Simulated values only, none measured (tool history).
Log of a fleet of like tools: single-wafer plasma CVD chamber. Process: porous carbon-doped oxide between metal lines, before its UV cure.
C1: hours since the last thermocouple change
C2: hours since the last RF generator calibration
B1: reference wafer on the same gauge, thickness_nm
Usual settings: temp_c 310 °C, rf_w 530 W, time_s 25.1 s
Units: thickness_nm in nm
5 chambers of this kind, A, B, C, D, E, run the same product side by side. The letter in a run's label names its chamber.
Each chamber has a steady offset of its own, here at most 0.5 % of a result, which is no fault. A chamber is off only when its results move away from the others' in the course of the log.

Run 1A, hour 7.7: usual settings; C1 1880.9; C2 1152.4; B1 155.02. Result: thickness_nm 134.33 nm.
Run 2D, hour 19.8: usual settings; C1 708.8; C2 1605.8; B1 155.02. Result: thickness_nm 134.12 nm.
Run 3E, hour 36.1: usual settings; C1 1684.9; C2 733.2; B1 155.04. Result: thickness_nm 134.34 nm.
Run 4B, hour 44.2: usual settings; C1 948.9; C2 1132.6; B1 155.12. Result: thickness_nm 134.46 nm.
Run 5C, hour 52.9: usual settings but temp_c 298 °C, time_s 28.7 s; C1 510.9; C2 913.9; B1 155.04. Result: thickness_nm 163.30 nm.
Run 6D, hour 67.1: usual settings but temp_c 298 °C, time_s 28.7 s; C1 756.1; C2 1653.1; B1 155.13. Result: thickness_nm 162.99 nm.
Run 7C, hour 81.5: usual settings but temp_c 298 °C, time_s 28.7 s; C1 539.5; C2 942.5; B1 155.16. Result: thickness_nm 163.33 nm.
Run 8B, hour 90.7: usual settings but temp_c 298 °C, time_s 28.7 s; C1 995.4; C2 1179.1; B1 155.17. Result: thickness_nm 163.69 nm.
Run 9E, hour 102.6: usual settings but temp_c 298 °C, time_s 28.7 s; C1 1751.4; C2 799.7; B1 155.23. Result: thickness_nm 163.25 nm.
Run 10A, hour 115.7: usual settings but rf_w 615 W, time_s 29.8 s; C1 1988.9; C2 1260.4; B1 155.16. Result: thickness_nm 174.69 nm.
At hour 117.5: chamber D: thermocouple changed; heater temperature recalibrated.
Run 11C, hour 131.6: usual settings but rf_w 615 W, time_s 29.8 s; C1 589.6; C2 992.6; B1 155.20. Result: thickness_nm 174.09 nm.
Run 12A, hour 144.7: usual settings but rf_w 615 W, time_s 29.8 s; C1 2017.9; C2 1289.4; B1 155.33. Result: thickness_nm 174.52 nm.
Run 13D, hour 159.1: usual settings but rf_w 615 W, time_s 29.8 s; C1 41.6; C2 1745.1; B1 155.34. Result: thickness_nm 175.01 nm.
Run 14E, hour 170.9: usual settings but rf_w 615 W, time_s 29.8 s; C1 1819.7; C2 868.0; B1 155.33. Result: thickness_nm 174.47 nm.
Run 15B, hour 186.2: usual settings; C1 1090.9; C2 1274.6; B1 155.33. Result: thickness_nm 134.47 nm.
Run 16C, hour 202.6: usual settings but time_s 27.7 s; C1 660.6; C2 1063.6; B1 155.31. Result: thickness_nm 147.67 nm.
Run 17E, hour 217.5: usual settings but time_s 27.7 s; C1 1866.3; C2 914.6; B1 155.40. Result: thickness_nm 148.15 nm.
Run 18A, hour 233.1: usual settings but time_s 27.7 s; C1 2106.3; C2 1377.8; B1 155.43. Result: thickness_nm 148.07 nm.
Run 19B, hour 244.7: usual settings but time_s 27.7 s; C1 1149.4; C2 1333.1; B1 155.41. Result: thickness_nm 148.11 nm.
At hour 258.0: chamber E: thermocouple changed; heater temperature recalibrated.
Run 20D, hour 260.1: usual settings but time_s 27.7 s; C1 142.6; C2 1846.1; B1 155.46. Result: thickness_nm 148.32 nm.
Run 21C, hour 276.0: usual settings; C1 734.0; C2 1137.0; B1 155.50. Result: thickness_nm 134.36 nm.
At hour 289.5: chamber C: RF generator calibrated.
Run 22A, hour 289.7: usual settings; C1 2162.9; C2 1434.4; B1 155.54. Result: thickness_nm 134.67 nm.
Run 23D, hour 300.9: usual settings; C1 183.4; C2 1886.9; B1 155.49. Result: thickness_nm 134.69 nm.
Run 24B, hour 314.3: usual settings; C1 1219.0; C2 1402.7; B1 155.57. Result: thickness_nm 134.75 nm.
Run 25E, hour 328.3: usual settings; C1 70.4; C2 1025.4; B1 155.53. Result: thickness_nm 134.91 nm.
Run 26D, hour 336.2: usual settings; C1 218.7; C2 1922.2; B1 155.62. Result: thickness_nm 134.35 nm.
Run 27C, hour 347.4: usual settings; C1 805.4; C2 57.9; B1 155.56. Result: thickness_nm 134.27 nm.
Run 28A, hour 354.7: usual settings; C1 2227.9; C2 1499.4; B1 155.58. Result: thickness_nm 134.95 nm.
Run 29B, hour 368.8: usual settings; C1 1273.5; C2 1457.2; B1 155.66. Result: thickness_nm 134.79 nm.
Run 30E, hour 379.7: usual settings but time_s 21.6 s; C1 121.8; C2 1076.8; B1 155.65. Result: thickness_nm 116.36 nm.
Run 31C, hour 388.3: usual settings but time_s 21.6 s; C1 846.3; C2 98.8; B1 155.69. Result: thickness_nm 115.99 nm.
Run 32E, hour 404.0: usual settings but time_s 21.6 s; C1 146.1; C2 1101.1; B1 155.71. Result: thickness_nm 116.55 nm.
Run 33D, hour 416.5: usual settings but time_s 21.6 s; C1 299.0; C2 2002.5; B1 155.69. Result: thickness_nm 116.14 nm.
Run 34A, hour 426.6: usual settings but time_s 21.6 s; C1 2299.8; C2 1571.3; B1 155.71. Result: thickness_nm 116.57 nm.
Run 35B, hour 438.0: usual settings but rf_w 590 W, time_s 21.4 s; C1 1342.7; C2 1526.4; B1 155.73. Result: thickness_nm 124.28 nm.
Run 36E, hour 451.0: usual settings but rf_w 590 W, time_s 21.4 s; C1 193.1; C2 1148.1; B1 155.75. Result: thickness_nm 123.70 nm.
Run 37D, hour 465.0: usual settings but rf_w 590 W, time_s 21.4 s; C1 347.5; C2 2051.0; B1 155.75. Result: thickness_nm 124.09 nm.
Run 38C, hour 475.1: usual settings but rf_w 590 W, time_s 21.4 s; C1 933.1; C2 185.6; B1 155.84. Result: thickness_nm 124.06 nm.
Run 39B, hour 488.7: usual settings but rf_w 590 W, time_s 21.4 s; C1 1393.4; C2 1577.1; B1 155.82. Result: thickness_nm 124.01 nm.

What goes on in this fleet: one chamber off, a drifting gauge, or nothing beyond the chambers' own small offsets? Name the chamber and the cause, if any.

The gauge drifts, so all chambers seem to drift together. No chamber is off.
Cause: gauge reads high (%) = 0.556.
